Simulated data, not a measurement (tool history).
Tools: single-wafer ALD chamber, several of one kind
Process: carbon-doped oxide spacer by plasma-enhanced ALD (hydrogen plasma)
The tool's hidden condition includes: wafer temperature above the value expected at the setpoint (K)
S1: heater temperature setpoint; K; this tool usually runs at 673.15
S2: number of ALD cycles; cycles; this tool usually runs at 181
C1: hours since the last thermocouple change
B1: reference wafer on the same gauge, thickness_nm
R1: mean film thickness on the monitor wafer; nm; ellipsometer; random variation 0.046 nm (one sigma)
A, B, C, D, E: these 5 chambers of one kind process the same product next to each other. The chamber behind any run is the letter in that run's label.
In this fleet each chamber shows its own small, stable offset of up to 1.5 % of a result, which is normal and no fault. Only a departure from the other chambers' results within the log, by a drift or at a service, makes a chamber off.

| run | hour | S1 | S2 | C1 | B1 | R1 |
|---|---|---|---|---|---|---|
| 1B | 3 | 673.15 | 181 | 735.3 | 7.5127 | 9.0421 |
| 2A | 6.7 | 673.15 | 181 | 521.6 | 7.5117 | 9.1083 |
| 3D | 10.6 | 673.15 | 181 | 879.8 | 7.51 | 9.0368 |
| 4C | 14.5 | 673.15 | 181 | 2086.9 | 7.5064 | 8.9191 |
| 5E | 18.1 | 678.15 | 181 | 687.9 | 7.5088 | 8.8311 |
| 6B | 20.2 | 678.15 | 181 | 752.5 | 7.5049 | 8.9777 |
| 7E | 24.4 | 678.15 | 181 | 694.2 | 7.5054 | 8.8549 |
| 8D | 28.1 | 678.15 | 181 | 897.3 | 7.5124 | 8.9452 |
| 9C | 31.6 | 678.15 | 181 | 2104 | 7.5118 | 8.8564 |
| 10A | 33.7 | 673.15 | 181 | 548.6 | 7.5032 | 9.0902 |
| 11E | 35.9 | 673.15 | 181 | 705.7 | 7.5137 | 8.9923 |
| 12D | 38.1 | 673.15 | 181 | 907.3 | 7.5111 | 9.0852 |
| 13B | 41.8 | 673.15 | 181 | 774.1 | 7.5142 | 9.0248 |
| 14A | 44.1 | 685.15 | 209 | 559 | 7.515 | 10.001 |
| 15C | 47.8 | 685.15 | 209 | 2120.2 | 7.5076 | 9.9631 |
| 16B | 51 | 685.15 | 209 | 783.3 | 7.5055 | 10.064 |
| 17A | 54.3 | 685.15 | 209 | 569.2 | 7.5025 | 10.141 |
| 18C | 56.5 | 685.15 | 209 | 2128.9 | 7.5128 | 9.9313 |
| 19D | 60.2 | 673.15 | 181 | 929.4 | 7.5094 | 9.1132 |
| 20E | 62.3 | 673.15 | 181 | 732.1 | 7.5157 | 9.0361 |
| 21A | 65.1 | 673.15 | 181 | 580 | 7.5055 | 9.102 |
| 22C | 69.6 | 673.15 | 181 | 2142 | 7.5144 | 8.9357 |
| 23D | 72.9 | 673.15 | 181 | 942.1 | 7.5129 | 9.1033 |
| 24E | 77.1 | 673.15 | 181 | 746.9 | 7.5041 | 9.0048 |
| 25B | 79.9 | 673.15 | 181 | 812.2 | 7.5171 | 9.021 |
| 26D | 84.3 | 673.15 | 181 | 953.5 | 7.5141 | 9.0979 |
| 27C | 86.6 | 673.15 | 181 | 2159 | 7.4991 | 8.9793 |
| 28A | 91 | 673.15 | 181 | 605.9 | 7.5075 | 9.0652 |
| 29E | 94.2 | 673.15 | 203 | 764 | 7.5035 | 10.081 |
| 30B | 97.7 | 673.15 | 203 | 830 | 7.5107 | 10.077 |
| 31C | 99.7 | 673.15 | 203 | 2172.1 | 7.5093 | 10.043 |
| 32E | 102.4 | 673.15 | 203 | 772.2 | 7.5103 | 10.066 |
| 33A | 106.4 | 673.15 | 203 | 621.3 | 7.5161 | 10.219 |
| 34B | 109.2 | 673.15 | 181 | 841.5 | 7.5158 | 8.9882 |
| 35D | 112.4 | 673.15 | 181 | 981.6 | 7.5153 | 9.1709 |
| 36B | 114.3 | 673.15 | 181 | 846.6 | 7.5225 | 8.9486 |
| 37E | 116.9 | 673.15 | 181 | 786.7 | 7.5131 | 8.9925 |
| 38C | 120.8 | 673.15 | 181 | 2193.2 | 7.5063 | 8.8756 |

Has any chamber moved away from the others, gradually or after a service, or does the common gauge drift, or do the chambers differ only by their own small steady offsets? State the chamber and the most likely cause if one applies.

All chambers stay in line apart from their small fixed offsets, and the gauge does not drift.
